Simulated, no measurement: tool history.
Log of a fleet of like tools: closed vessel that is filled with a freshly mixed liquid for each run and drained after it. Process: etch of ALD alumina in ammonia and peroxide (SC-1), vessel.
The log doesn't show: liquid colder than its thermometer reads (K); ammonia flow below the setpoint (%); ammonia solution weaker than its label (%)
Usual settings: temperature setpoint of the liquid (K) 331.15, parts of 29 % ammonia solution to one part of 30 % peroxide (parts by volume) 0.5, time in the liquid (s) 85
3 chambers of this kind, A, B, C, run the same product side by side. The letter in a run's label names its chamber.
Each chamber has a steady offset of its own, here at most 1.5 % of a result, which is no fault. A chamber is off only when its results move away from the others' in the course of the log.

run	hour	temperature setpoint of the liquid (K)	parts of 29 % ammonia solution to one part of 30 % peroxide (parts by volume)	time in the liquid (s)	hours since the thermometer was replaced	hours since the ammonia flow meter was replaced	hours since the drum of ammonia solution was connected	read-back film thickness of the ALD alumina reference wafer, read on the same gauge (nm)	thickness taken off the ALD alumina on a monitor wafer (angstrom)
1C	7.9	331.15	0.5	85	439.9	685.8	81.1	49.993	55.977
2B	12.3	331.15	0.5	85	772	1390.1	449.8	50.025	57.063
3A	18.1	331.15	0.5	85	71.3	362.6	179.9	50.004	57.061
4A	26.2	331.15	0.5	85	79.4	370.7	188	50.002	56.62
5C	30.7	331.15	0.5	85	462.7	708.6	103.9	49.982	56.426
6B	38.2	331.15	0.5	85	797.9	1416	475.7	50.035	57.787
7C	43.8	331.15	0.5	85	475.8	721.7	117	49.977	56.358
8A	47.7	331.15	0.5	85	100.9	392.2	209.5	49.991	57.233
9B	55.1	331.15	0.5	85	814.8	1432.9	492.6	50.014	56.963
10C	63	331.15	0.5	85	495	740.9	136.2	49.977	56.43
11B	66.5	331.15	0.5	85	826.2	1444.3	504	49.982	57.468
12A	70.2	331.15	0.7	85	123.4	414.7	232	50.007	59.028
13B	75.7	331.15	0.7	85	835.4	1453.5	513.2	50.024	58.322
14C	79.5	331.15	0.7	85	511.5	757.4	152.7	50.005	58.586
15A	86.3	331.15	0.5	100	139.5	430.8	248.1	50	67.1
16B	93	331.15	0.5	100	852.7	1470.8	530.5	49.985	66.216
17A	97.1	331.15	0.5	100	150.3	441.6	258.9	50.066	67.228
18C	103.4	331.15	0.5	85	535.4	781.3	176.6	50.002	56.164
# hour 103.9: chamber B: ammonia flow meter replaced
19C	107.5	331.15	0.5	85	539.5	785.4	180.7	50.004	56.545
20A	115.2	331.15	0.5	85	168.4	459.7	277	49.974	57.236
21B	120.1	331.15	0.5	85	879.8	16.2	557.6	49.948	55.68
22B	126.6	331.15	0.5	85	886.3	22.7	564.1	50.018	54.979
23C	134.6	331.15	0.5	85	566.6	812.5	207.8	49.985	56.285
24A	139.2	331.15	0.5	85	192.4	483.7	301	50.022	56.975
25B	147.2	331.15	0.5	85	906.9	43.3	584.7	50.009	54.713
26C	155.4	334.65	0.5	85	587.4	833.3	228.6	50.024	67.32
27A	161.2	334.65	0.5	85	214.4	505.7	323	49.986	68.81
28C	168.7	334.65	0.5	85	600.7	846.6	241.9	50.023	66.45

All 3 chambers run these settings next. Forecast each chamber's results:
29A	174.6	339.15	0.5	85					?
29B	174.6	339.15	0.5	85					?
29C	174.6	339.15	0.5	85					?

run	thickness taken off the ALD alumina on a monitor wafer (angstrom)
29A	85.58
29B	81.326
29C	84.382

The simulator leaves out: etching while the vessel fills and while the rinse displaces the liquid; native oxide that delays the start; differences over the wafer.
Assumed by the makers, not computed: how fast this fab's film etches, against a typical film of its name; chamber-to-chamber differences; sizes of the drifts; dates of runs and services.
